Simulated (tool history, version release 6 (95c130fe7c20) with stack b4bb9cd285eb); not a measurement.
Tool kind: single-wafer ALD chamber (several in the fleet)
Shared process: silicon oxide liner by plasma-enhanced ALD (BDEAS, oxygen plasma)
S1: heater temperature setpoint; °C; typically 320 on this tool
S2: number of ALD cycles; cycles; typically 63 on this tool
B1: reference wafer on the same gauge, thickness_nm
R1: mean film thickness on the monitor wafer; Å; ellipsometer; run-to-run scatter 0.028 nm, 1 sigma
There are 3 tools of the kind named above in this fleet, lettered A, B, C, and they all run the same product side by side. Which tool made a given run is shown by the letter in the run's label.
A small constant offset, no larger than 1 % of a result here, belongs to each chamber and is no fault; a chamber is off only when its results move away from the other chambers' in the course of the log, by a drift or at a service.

run 1C hour=8.3 | S1=320 S2=63 | B1=6.8179 | R1=57.435
run 2A hour=14.5 | S1=320 S2=63 | B1=6.8109 | R1=57.583
run 3B hour=24.8 | S1=320 S2=63 | B1=6.8313 | R1=57.127
run 4C hour=37.6 | S1=320 S2=63 | B1=6.82 | R1=57.454
run 5A hour=45.6 | S1=320 S2=63 | B1=6.8189 | R1=56.75
run 6B hour=55.2 | S1=320 S2=63 | B1=6.8207 | R1=57.602
run 7A hour=65.2 | S1=320 S2=63 | B1=6.8192 | R1=56.764
run 8C hour=74.6 | S1=320 S2=63 | B1=6.8293 | R1=56.781
run 9B hour=82.3 | S1=320 S2=63 | B1=6.8136 | R1=56.613
run 10C hour=89.6 | S1=320 S2=63 | B1=6.8245 | R1=57.128
run 11A hour=96.9 | S1=320 S2=63 | B1=6.8231 | R1=57.092
run 12B hour=106.4 | S1=320 S2=63 | B1=6.8264 | R1=56.672
run 13A hour=119.8 | S1=320 S2=63 | B1=6.8281 | R1=56.98
run 14C hour=132.6 | S1=320 S2=63 | B1=6.821 | R1=57.775
run 15B hour=143.1 | S1=330 S2=70 | B1=6.8237 | R1=62.659
run 16C hour=152.7 | S1=330 S2=70 | B1=6.8151 | R1=63.254
run 17B hour=164.9 | S1=330 S2=70 | B1=6.814 | R1=62.253
run 18A hour=171.4 | S1=332 S2=55 | B1=6.8211 | R1=48.832
run 19B hour=183.4 | S1=332 S2=55 | B1=6.8276 | R1=49.264
run 20A hour=196.2 | S1=332 S2=55 | B1=6.8137 | R1=48.988
run 21C hour=204.8 | S1=320 S2=63 | B1=6.8256 | R1=57.617
run 22A hour=217.3 | S1=320 S2=63 | B1=6.8209 | R1=57.22
run 23B hour=230.6 | S1=320 S2=63 | B1=6.8236 | R1=56.685
run 24C hour=243.5 | S1=320 S2=63 | B1=6.8222 | R1=57.303
run 25B hour=250.5 | S1=320 S2=63 | B1=6.8171 | R1=56.824
run 26C hour=263.3 | S1=320 S2=63 | B1=6.825 | R1=57.53

What goes on in this fleet: one chamber off, a drifting gauge, or nothing beyond the chambers' own small offsets? Name the chamber and the cause, if any.

Beyond each chamber's small constant offset nothing stands out, and the gauge stays steady.

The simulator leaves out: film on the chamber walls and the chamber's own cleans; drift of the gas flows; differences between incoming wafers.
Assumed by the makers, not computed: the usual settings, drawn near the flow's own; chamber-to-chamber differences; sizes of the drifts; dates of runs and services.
